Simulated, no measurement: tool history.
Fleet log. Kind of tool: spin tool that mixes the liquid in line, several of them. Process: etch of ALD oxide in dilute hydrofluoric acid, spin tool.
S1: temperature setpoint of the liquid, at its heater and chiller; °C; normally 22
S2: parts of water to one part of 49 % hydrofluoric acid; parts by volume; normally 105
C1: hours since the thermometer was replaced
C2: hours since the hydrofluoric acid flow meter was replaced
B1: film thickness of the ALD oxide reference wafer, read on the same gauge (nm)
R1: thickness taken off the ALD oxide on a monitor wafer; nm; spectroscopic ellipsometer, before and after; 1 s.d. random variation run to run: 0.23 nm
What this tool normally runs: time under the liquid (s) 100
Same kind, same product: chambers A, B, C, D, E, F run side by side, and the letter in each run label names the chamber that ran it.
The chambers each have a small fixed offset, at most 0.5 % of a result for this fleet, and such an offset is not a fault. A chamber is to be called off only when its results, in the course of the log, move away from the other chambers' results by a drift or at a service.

{"run": "1D", "hour": 2.0, "S1": 22, "S2": 105, "time under the liquid (s)": 100, "C1": 914.1, "C2": 816, "B1": 110.01, "R1": 25.776}
{"run": "2F", "hour": 5.2, "S1": 22, "S2": 105, "time under the liquid (s)": 100, "C1": 1259.3, "C2": 1173.4, "B1": 110, "R1": 24.959}
{"run": "3E", "hour": 9.1, "S1": 22, "S2": 105, "time under the liquid (s)": 100, "C1": 161.4, "C2": 49, "B1": 110.02, "R1": 25.396}
{"run": "4A", "hour": 12.5, "S1": 22, "S2": 105, "time under the liquid (s)": 100, "C1": 184, "C2": 400.2, "B1": 110, "R1": 24.994}
{"run": "5B", "hour": 15.8, "S1": 22, "S2": 105, "time under the liquid (s)": 100, "C1": 607.8, "C2": 697.2, "B1": 109.99, "R1": 25.39}
{"run": "6C", "hour": 18.2, "S1": 22, "S2": 105, "time under the liquid (s)": 100, "C1": 1914.4, "C2": 826.6, "B1": 110.01, "R1": 26.015}
{"run": "7E", "hour": 20.6, "S1": 22, "S2": 105, "time under the liquid (s)": 100, "C1": 172.9, "C2": 60.5, "B1": 110.01, "R1": 25.61}
{"run": "8D", "hour": 24.3, "S1": 22, "S2": 105, "time under the liquid (s)": 100, "C1": 936.4, "C2": 838.3, "B1": 110, "R1": 25.764}
{"run": "9F", "hour": 26.2, "S1": 22, "S2": 105, "time under the liquid (s)": 100, "C1": 1280.3, "C2": 1194.4, "B1": 110, "R1": 25.111}
{"run": "10A", "hour": 29.9, "S1": 22, "S2": 105, "time under the liquid (s)": 100, "C1": 201.4, "C2": 417.6, "B1": 109.99, "R1": 25.781}
{"run": "11B", "hour": 32.0, "S1": 22, "S2": 105, "time under the liquid (s)": 100, "C1": 624, "C2": 713.4, "B1": 110.02, "R1": 25.296}
{"run": "12C", "hour": 36.1, "S1": 22, "S2": 105, "time under the liquid (s)": 100, "C1": 1932.3, "C2": 844.5, "B1": 110, "R1": 25.605}
{"run": "13F", "hour": 39.1, "S1": 22, "S2": 105, "time under the liquid (s)": 100, "C1": 1293.2, "C2": 1207.3, "B1": 109.99, "R1": 25.48}
{"run": "14D", "hour": 42.1, "S1": 22, "S2": 105, "time under the liquid (s)": 100, "C1": 954.2, "C2": 856.1, "B1": 110.01, "R1": 25.892}
{"run": "15A", "hour": 45.1, "S1": 22, "S2": 105, "time under the liquid (s)": 100, "C1": 216.6, "C2": 432.8, "B1": 109.99, "R1": 24.943}
{"run": "16C", "hour": 49.0, "S1": 22, "S2": 70, "time under the liquid (s)": 100, "C1": 1945.2, "C2": 857.4, "B1": 109.98, "R1": 40.092}
{"run": "17E", "hour": 53.3, "S1": 22, "S2": 70, "time under the liquid (s)": 100, "C1": 205.6, "C2": 93.2, "B1": 109.99, "R1": 39.16}
{"run": "18B", "hour": 55.8, "S1": 22, "S2": 70, "time under the liquid (s)": 100, "C1": 647.8, "C2": 737.2, "B1": 110.01, "R1": 40.345}
{"run": "19A", "hour": 58.5, "S1": 22, "S2": 70, "time under the liquid (s)": 100, "C1": 230, "C2": 446.2, "B1": 110, "R1": 40.045}
{"run": "20B", "hour": 61.9, "S1": 22, "S2": 70, "time under the liquid (s)": 100, "C1": 653.9, "C2": 743.3, "B1": 109.99, "R1": 39.874}
{"run": "21D", "hour": 64.9, "S1": 22, "S2": 70, "time under the liquid (s)": 100, "C1": 977, "C2": 878.9, "B1": 109.99, "R1": 39.941}
{"run": "22F", "hour": 67.5, "S1": 22, "S2": 105, "time under the liquid (s)": 100, "C1": 1321.6, "C2": 1235.7, "B1": 110.01, "R1": 25.616}
{"run": "23C", "hour": 70.3, "S1": 22, "S2": 105, "time under the liquid (s)": 100, "C1": 1966.5, "C2": 878.7, "B1": 109.98, "R1": 24.61}
{"run": "24E", "hour": 72.9, "S1": 19.5, "S2": 105, "time under the liquid (s)": 135, "C1": 225.2, "C2": 112.8, "B1": 110.01, "R1": 31.66}
{"run": "25F", "hour": 76.7, "S1": 19.5, "S2": 105, "time under the liquid (s)": 135, "C1": 1330.8, "C2": 1244.9, "B1": 110, "R1": 30.831}
{"run": "26D", "hour": 78.5, "S1": 19.5, "S2": 105, "time under the liquid (s)": 135, "C1": 990.6, "C2": 892.5, "B1": 109.99, "R1": 31.205}
{"run": "27B", "hour": 82.5, "S1": 19.5, "S2": 105, "time under the liquid (s)": 135, "C1": 674.5, "C2": 763.9, "B1": 110, "R1": 30.608}
{"run": "28C", "hour": 84.5, "S1": 19.5, "S2": 105, "time under the liquid (s)": 135, "C1": 1980.7, "C2": 892.9, "B1": 109.99, "R1": 29.197}
{"run": "29E", "hour": 87.0, "S1": 19.5, "S2": 105, "time under the liquid (s)": 135, "C1": 239.3, "C2": 126.9, "B1": 109.99, "R1": 30.801}
{"run": "30A", "hour": 90.1, "S1": 22, "S2": 105, "time under the liquid (s)": 100, "C1": 261.6, "C2": 477.8, "B1": 110.01, "R1": 25.458}
{"run": "31C", "hour": 93.5, "S1": 22, "S2": 80, "time under the liquid (s)": 100, "C1": 1989.7, "C2": 901.9, "B1": 110, "R1": 32.752}
{"run": "32A", "hour": 95.4, "S1": 22, "S2": 80, "time under the liquid (s)": 100, "C1": 266.9, "C2": 483.1, "B1": 109.99, "R1": 33.895}
{"run": "33B", "hour": 97.6, "S1": 22, "S2": 80, "time under the liquid (s)": 100, "C1": 689.6, "C2": 779, "B1": 110, "R1": 34.722}
{"run": "34E", "hour": 101.7, "S1": 22, "S2": 80, "time under the liquid (s)": 100, "C1": 254, "C2": 141.6, "B1": 110, "R1": 34.703}
{"run": "35F", "hour": 105.7, "S1": 22, "S2": 80, "time under the liquid (s)": 100, "C1": 1359.8, "C2": 1273.9, "B1": 110, "R1": 34.908}
{"run": "36D", "hour": 108.5, "S1": 22, "S2": 80, "time under the liquid (s)": 100, "C1": 1020.6, "C2": 922.5, "B1": 110, "R1": 34.337}
{"run": "37F", "hour": 110.5, "S1": 22, "S2": 105, "time under the liquid (s)": 100, "C1": 1364.6, "C2": 1278.7, "B1": 110.01, "R1": 25.233}
{"run": "38E", "hour": 113.2, "S1": 22, "S2": 105, "time under the liquid (s)": 100, "C1": 265.5, "C2": 153.1, "B1": 110, "R1": 25.512}
{"run": "39A", "hour": 115.8, "S1": 22, "S2": 105, "time under the liquid (s)": 100, "C1": 287.3, "C2": 503.5, "B1": 110.01, "R1": 25.429}
{"run": "40D", "hour": 119.0, "S1": 22, "S2": 105, "time under the liquid (s)": 100, "C1": 1031.1, "C2": 933, "B1": 110, "R1": 25.378}
{"run": "41B", "hour": 121.8, "S1": 22, "S2": 105, "time under the liquid (s)": 100, "C1": 713.8, "C2": 803.2, "B1": 109.99, "R1": 25.263}

Predict what each chamber gives when all 6 of them run the settings below next.
{"run": "42A", "hour": 124.8, "S1": 22, "S2": 105, "time under the liquid (s)": 100, "R1": "?"}
{"run": "42B", "hour": 124.8, "S1": 22, "S2": 105, "time under the liquid (s)": 100, "R1": "?"}
{"run": "42C", "hour": 124.8, "S1": 22, "S2": 105, "time under the liquid (s)": 100, "R1": "?"}
{"run": "42D", "hour": 124.8, "S1": 22, "S2": 105, "time under the liquid (s)": 100, "R1": "?"}
{"run": "42E", "hour": 124.8, "S1": 22, "S2": 105, "time under the liquid (s)": 100, "R1": "?"}
{"run": "42F", "hour": 124.8, "S1": 22, "S2": 105, "time under the liquid (s)": 100, "R1": "?"}

run=42A R1=25.675
run=42B R1=25.171
run=42C R1=22.837
run=42D R1=25.533
run=42E R1=25.409
run=42F R1=25.582
